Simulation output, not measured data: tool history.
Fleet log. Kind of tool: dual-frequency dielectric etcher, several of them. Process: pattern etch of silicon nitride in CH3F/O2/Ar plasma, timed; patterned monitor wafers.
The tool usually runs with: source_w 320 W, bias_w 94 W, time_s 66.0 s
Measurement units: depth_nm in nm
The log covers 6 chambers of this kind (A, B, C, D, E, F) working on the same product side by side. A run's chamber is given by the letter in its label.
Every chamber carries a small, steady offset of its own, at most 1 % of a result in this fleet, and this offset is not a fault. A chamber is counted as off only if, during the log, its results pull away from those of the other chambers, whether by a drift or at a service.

run   hour  source_w  bias_w  time_s  hours since the last wet clean  hours since the last source power generator calibration  hours since the last bias power generator calibration  read-back reference wafer on the same gauge, depth_nm  depth_nm
 1C    3.9       320      94    66.0                           341.3                                                     95.2                                                  744.6                                                 39.410    46.906
 2D    6.3       320      94    66.0                           255.6                                                     82.6                                                 3737.0                                                 39.386    46.361
 3E   10.4       320      94    66.0                           212.6                                                    428.6                                                  720.7                                                 39.390    46.986
 4A   15.5       320      94    66.0                           299.8                                                    808.2                                                 1645.0                                                 39.419    46.476
      17.9  -- chamber C: wet clean of the chamber
 5F   18.0       320      94    66.0                           536.6                                                     38.8                                                  726.9                                                 39.401    46.831
 6B   21.6       320      94    66.0                           171.6                                                   4126.2                                                  965.5                                                 39.422    46.635
 7A   25.3       320      94    66.0                           309.6                                                    818.0                                                 1654.8                                                 39.405    46.113
 8B   30.3       320      94    66.0                           180.3                                                   4134.9                                                  974.2                                                 39.423    46.837
 9E   33.6       380      76    66.0                           235.8                                                    451.8                                                  743.9                                                 39.407    46.521
10D   38.8       380      76    66.0                           288.1                                                    115.1                                                 3769.5                                                 39.408    45.897
11F   42.3       380      76    66.0                           560.9                                                     63.1                                                  751.2                                                 39.376    46.570
12C   44.9       380      76    66.0                            27.1                                                    136.2                                                  785.6                                                 39.391    46.177
13F   47.8       380      76    66.0                           566.4                                                     68.6                                                  756.7                                                 39.419    46.465
14E   52.9       380      76    66.0                           255.1                                                    471.1                                                  763.2                                                 39.387    46.706
15A   58.1       320      94    66.0                           342.4                                                    850.8                                                 1687.6                                                 39.395    46.272
16B   61.6       370      94    51.0                           211.6                                                   4166.2                                                 1005.5                                                 39.416    38.699
17D   64.6       370      94    51.0                           313.9                                                    140.9                                                 3795.3                                                 39.407    37.945
      68.8  -- chamber F: wet clean of the chamber
18C   69.2       370      94    51.0                            51.4                                                    160.5                                                  809.9                                                 39.400    38.356
19A   73.9       370      94    51.0                           358.2                                                    866.6                                                 1703.4                                                 39.368    37.819
      76.8  -- chamber A: wet clean of the chamber
20D   77.7       370      94    51.0                           327.0                                                    154.0                                                 3808.4                                                 39.408    37.818
21B   80.9       370      94    51.0                           230.9                                                   4185.5                                                 1024.8                                                 39.412    38.856
22F   85.3       320      94    66.0                            16.6                                                    106.1                                                  794.2                                                 39.403    47.133
23C   90.5       320      94    66.0                            72.7                                                    181.8                                                  831.2                                                 39.372    46.914
24E   95.5       320      94    66.0                           297.7                                                    513.7                                                  805.8                                                 39.417    46.972
25F  100.5       320      94    66.0                            31.8                                                    121.3                                                  809.4                                                 39.391    46.939
26E  103.5       320      94    66.0                           305.7                                                    521.7                                                  813.8                                                 39.413    47.131
27B  106.0       320      94    66.0                           256.0                                                   4210.6                                                 1049.9                                                 39.407    47.569
28C  108.7       320      94    66.0                            90.9                                                    200.0                                                  849.4                                                 39.411    47.053
29D  113.5       320      94    66.0                           362.8                                                    189.8                                                 3844.2                                                 39.399    46.477
30A  116.1       320      94    66.0                            39.3                                                    908.8                                                 1745.6                                                 39.388    46.253
31C  121.5       320      94    76.5                           103.7                                                    212.8                                                  862.2                                                 39.380    54.629
32A  125.6       320      94    76.5                            48.8                                                    918.3                                                 1755.1                                                 39.408    53.916
33B  129.4       320      94    76.5                           279.4                                                   4234.0                                                 1073.3                                                 39.408    55.372
34E  134.4       320      94    76.5                           336.6                                                    552.6                                                  844.7                                                 39.404    54.696
35D  138.5       320      94    76.5                           387.8                                                    214.8                                                 3869.2                                                 39.411    53.943
36F  143.3       320      94    76.5                            74.6                                                    164.1                                                  852.2                                                 39.387    54.286
37E  148.4       320      94    66.0                           350.6                                                    566.6                                                  858.7                                                 39.384    47.043

Predict what each chamber gives when all 6 of them run the settings below next.
38A  152.4       320      94    66.0                                                                                                                                                                                                                ?
38B  152.4       320      94    66.0                                                                                                                                                                                                                ?
38C  152.4       320      94    66.0                                                                                                                                                                                                                ?
38D  152.4       320      94    66.0                                                                                                                                                                                                                ?
38E  152.4       320      94    66.0                                                                                                                                                                                                                ?
38F  152.4       320      94    66.0                                                                                                                                                                                                                ?

run  depth_nm
38A    46.529
38B    48.272
38C    46.788
38D    46.420
38E    46.981
38F    47.094
